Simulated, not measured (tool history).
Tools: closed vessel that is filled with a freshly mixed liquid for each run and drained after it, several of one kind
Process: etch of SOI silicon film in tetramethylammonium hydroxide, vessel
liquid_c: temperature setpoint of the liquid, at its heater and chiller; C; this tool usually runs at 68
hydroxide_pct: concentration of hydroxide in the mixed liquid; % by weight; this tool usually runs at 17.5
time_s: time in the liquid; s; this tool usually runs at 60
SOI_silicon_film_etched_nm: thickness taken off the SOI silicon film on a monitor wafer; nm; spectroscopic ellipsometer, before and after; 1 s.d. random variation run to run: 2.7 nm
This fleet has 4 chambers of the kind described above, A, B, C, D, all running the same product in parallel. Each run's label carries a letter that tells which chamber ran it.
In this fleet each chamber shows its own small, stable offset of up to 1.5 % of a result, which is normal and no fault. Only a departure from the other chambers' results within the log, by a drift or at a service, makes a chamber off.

| run | hour | liquid_c | hydroxide_pct | time_s | hours since the thermometer was replaced | hours since the hydroxide flow meter was replaced | read-back film thickness of the SOI silicon film reference wafer, read on the same gauge (nm) | SOI_silicon_film_etched_nm |
|---|---|---|---|---|---|---|---|---|
| 1D | 13.3 | 68 | 17.5 | 60 | 728 | 403.2 | 110.02 | 288.11 |
| 2A | 25.6 | 68 | 17.5 | 60 | 845.9 | 234.5 | 109.99 | 293.53 |
| 3B | 33.7 | 68 | 17.5 | 60 | 1596.1 | 1291.6 | 109.99 | 292.04 |
|  | 44.9 | chamber D: thermometer replaced |
| 4C | 47.5 | 68 | 17.5 | 60 | 84.2 | 645.9 | 109.98 | 294.01 |
| 5D | 56.9 | 68 | 17.5 | 60 | 12 | 446.8 | 109.99 | 285.95 |
| 6B | 68.8 | 68 | 17.5 | 60 | 1631.2 | 1326.7 | 109.98 | 292.22 |
| 7A | 83.9 | 68 | 17.5 | 60 | 904.2 | 292.8 | 110.02 | 288.83 |
| 8C | 99.9 | 68 | 17.5 | 60 | 136.6 | 698.3 | 109.98 | 290.17 |
| 9B | 108.5 | 68 | 17.5 | 60 | 1670.9 | 1366.4 | 109.99 | 291.17 |
| 10C | 124.3 | 72.5 | 17.5 | 60 | 161 | 722.7 | 109.99 | 378.32 |
| 11A | 139.6 | 72.5 | 17.5 | 60 | 959.9 | 348.5 | 110.03 | 378.99 |
| 12D | 154.9 | 72.5 | 17.5 | 60 | 110 | 544.8 | 109.98 | 376.19 |
| 13A | 162.3 | 72.5 | 17.5 | 60 | 982.6 | 371.2 | 109.96 | 375.44 |
| 14C | 172.1 | 68 | 17.5 | 45 | 208.8 | 770.5 | 110 | 220.9 |
| 15D | 185.4 | 68 | 17.5 | 45 | 140.5 | 575.3 | 109.98 | 217.66 |
| 16B | 199.8 | 68 | 17.5 | 45 | 1762.2 | 1457.7 | 109.96 | 219.05 |
| 17C | 207.1 | 68 | 17.5 | 45 | 243.8 | 805.5 | 109.99 | 221.62 |
| 18D | 218.1 | 68 | 17.5 | 60 | 173.2 | 608 | 109.97 | 288.07 |
| 19A | 227.9 | 68 | 17.5 | 60 | 1048.2 | 436.8 | 110.06 | 291.83 |
| 20B | 242 | 68 | 17.5 | 60 | 1804.4 | 1499.9 | 110 | 292.8 |
| 21B | 253.6 | 68 | 17.5 | 60 | 1816 | 1511.5 | 109.98 | 287.43 |
| 22D | 262.9 | 68 | 17.5 | 60 | 218 | 652.8 | 109.98 | 286.83 |
| 23A | 273.5 | 68 | 17.5 | 60 | 1093.8 | 482.4 | 110.02 | 291.11 |
| 24C | 285.2 | 68 | 17.5 | 60 | 321.9 | 883.6 | 109.97 | 291.5 |
|  | 289.2 | chamber D: hydroxide flow meter replaced |
| 25B | 298.2 | 68 | 17.5 | 60 | 1860.6 | 1556.1 | 109.98 | 285.19 |
| 26C | 313.2 | 68 | 17.5 | 60 | 349.9 | 911.6 | 110.02 | 289.37 |
| 27D | 325.7 | 68 | 17.5 | 60 | 280.8 | 36.6 | 110.03 | 288.96 |
| 28A | 332.8 | 68 | 17.5 | 60 | 1153.1 | 541.7 | 109.98 | 287.5 |
| 29A | 343.3 | 68 | 17.5 | 60 | 1163.6 | 552.2 | 110.02 | 290.55 |

Does one chamber stand apart from the rest, does the shared gauge drift, or is all well apart from small per-chamber offsets? Give the chamber and the most likely cause, where there is one.

All chambers stay in line apart from their small fixed offsets, and the gauge does not drift.
